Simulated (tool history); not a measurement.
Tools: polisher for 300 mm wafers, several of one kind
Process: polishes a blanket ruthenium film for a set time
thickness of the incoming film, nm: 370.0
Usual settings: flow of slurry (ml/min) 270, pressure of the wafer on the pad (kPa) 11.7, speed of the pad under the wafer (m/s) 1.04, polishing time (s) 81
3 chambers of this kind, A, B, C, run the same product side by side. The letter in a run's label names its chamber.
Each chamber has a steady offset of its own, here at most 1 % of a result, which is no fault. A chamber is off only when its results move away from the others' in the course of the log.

| run | hour | flow of slurry (ml/min) | pressure of the wafer on the pad (kPa) | speed of the pad under the wafer (m/s) | polishing time (s) | wafers polished on this pad | hours since the slurry nozzle was cleaned | hours since the head pressure was calibrated | film removed (nm) |
|---|---|---|---|---|---|---|---|---|---|
|  | 0.8 | chamber B: slurry nozzle cleaned |
| 1A | 16 | 270 | 11.7 | 1.04 | 81 | 1279 | 232 | 1302.5 | 76.707 |
|  | 16.2 | chamber A: worn pad replaced by a new one |
| 2C | 23 | 270 | 11.7 | 1.04 | 81 | 453 | 51.5 | 420.5 | 78.533 |
| 3B | 36.6 | 270 | 11.7 | 1.04 | 81 | 577 | 35.9 | 601.7 | 76.851 |
| 4C | 44.7 | 270 | 11.7 | 1.04 | 81 | 589 | 73.2 | 442.2 | 77.14 |
| 5B | 56.5 | 270 | 11.7 | 1.04 | 81 | 702 | 55.8 | 621.6 | 76.819 |
| 6A | 72.4 | 270 | 11.7 | 1.04 | 81 | 353 | 288.4 | 1358.9 | 77.013 |
|  | 75.2 | chamber B: worn pad replaced by a new one |
| 7B | 84.3 | 270 | 15.2 | 1.04 | 81 | 57 | 83.6 | 649.4 | 97.143 |
| 8A | 97.1 | 270 | 15.2 | 1.04 | 81 | 508 | 313.1 | 1383.6 | 98.5 |
| 9C | 109.4 | 270 | 15.2 | 1.04 | 81 | 995 | 137.9 | 506.9 | 100.83 |
|  | 117.9 | chamber A: head pressure recalibrated |
| 10C | 121.7 | 270 | 11.7 | 1.04 | 81 | 1072 | 150.2 | 519.2 | 76.374 |
| 11B | 137.2 | 270 | 11.7 | 1.04 | 81 | 389 | 136.5 | 702.3 | 77.373 |
| 12A | 153.2 | 270 | 11.7 | 1.04 | 81 | 860 | 369.2 | 35.4 | 70.199 |
|  | 160.5 | chamber C: worn pad replaced by a new one |
| 13C | 167.8 | 270 | 11.7 | 1.04 | 81 | 46 | 196.3 | 565.3 | 76.418 |
| 14B | 175.3 | 270 | 11.7 | 1.04 | 62 | 628 | 174.6 | 740.4 | 58.367 |
| 15A | 185.3 | 270 | 11.7 | 1.04 | 62 | 1062 | 401.3 | 67.5 | 53.726 |
| 16B | 195.2 | 270 | 11.7 | 1.04 | 62 | 753 | 194.5 | 760.3 | 59.002 |
| 17A | 203.5 | 270 | 11.7 | 1.04 | 81 | 1176 | 419.5 | 85.7 | 69.451 |
|  | 212.8 | chamber B: worn pad replaced by a new one |
| 18C | 212.9 | 270 | 11.7 | 1.04 | 81 | 329 | 241.4 | 610.4 | 76.549 |
| 19C | 227.5 | 270 | 11.7 | 1.04 | 81 | 421 | 256 | 625 | 76.195 |
|  | 235.1 | chamber A: worn pad replaced by a new one |
| 20B | 242.4 | 270 | 11.7 | 1.04 | 81 | 186 | 241.7 | 807.5 | 76.82 |
| 21A | 249.9 | 270 | 11.7 | 1.04 | 81 | 93 | 465.9 | 132.1 | 70.315 |
| 22A | 257.3 | 270 | 11.7 | 1.04 | 81 | 139 | 473.3 | 139.5 | 70.61 |
| 23C | 269.9 | 270 | 11.7 | 1.04 | 81 | 687 | 298.4 | 667.4 | 76.545 |
| 24B | 280.7 | 270 | 11.7 | 1.04 | 81 | 426 | 280 | 845.8 | 75.805 |
| 25B | 290.9 | 270 | 11.7 | 1.04 | 81 | 490 | 290.2 | 856 | 76.525 |

Is one chamber off against the others, does the gauge drift, or is nothing wrong? If a chamber is off, say which, and what the likeliest cause is.

A service left chamber A off against the others.
Cause: head's pressure below its setpoint, % = 8.53.

Here are 4 candidates for chamber A's next run, each the usual settings with a change, their results left as question marks. Which one brings its results back in line with what the others give on the usual settings?
In line means no further than this from the other chambers' mean on the usual settings: film removed (nm) 1.9
| 26A-1 | 302.4 | 265 | 11.7 | 1.04 | 74 |  |  |  | ? |
| 26A-2 | 302.4 | 270 | 12.4 | 1.04 | 84 |  |  |  | ? |
| 26A-3 | 302.4 | 265 | 11.7 | 1.04 | 68 |  |  |  | ? |
| 26A-4 | 302.4 | 270 | 12.4 | 1.1 | 86 |  |  |  | ? |

The other chambers' mean on the usual settings: film removed (nm) 76.727
| run | film removed (nm) |
|---|---|
| 26A-1 | 64.012 |
| 26A-2 | 77.064 |
| 26A-3 | 58.822 |
| 26A-4 | 83.402 |
26A-2 brings the chamber back in line.
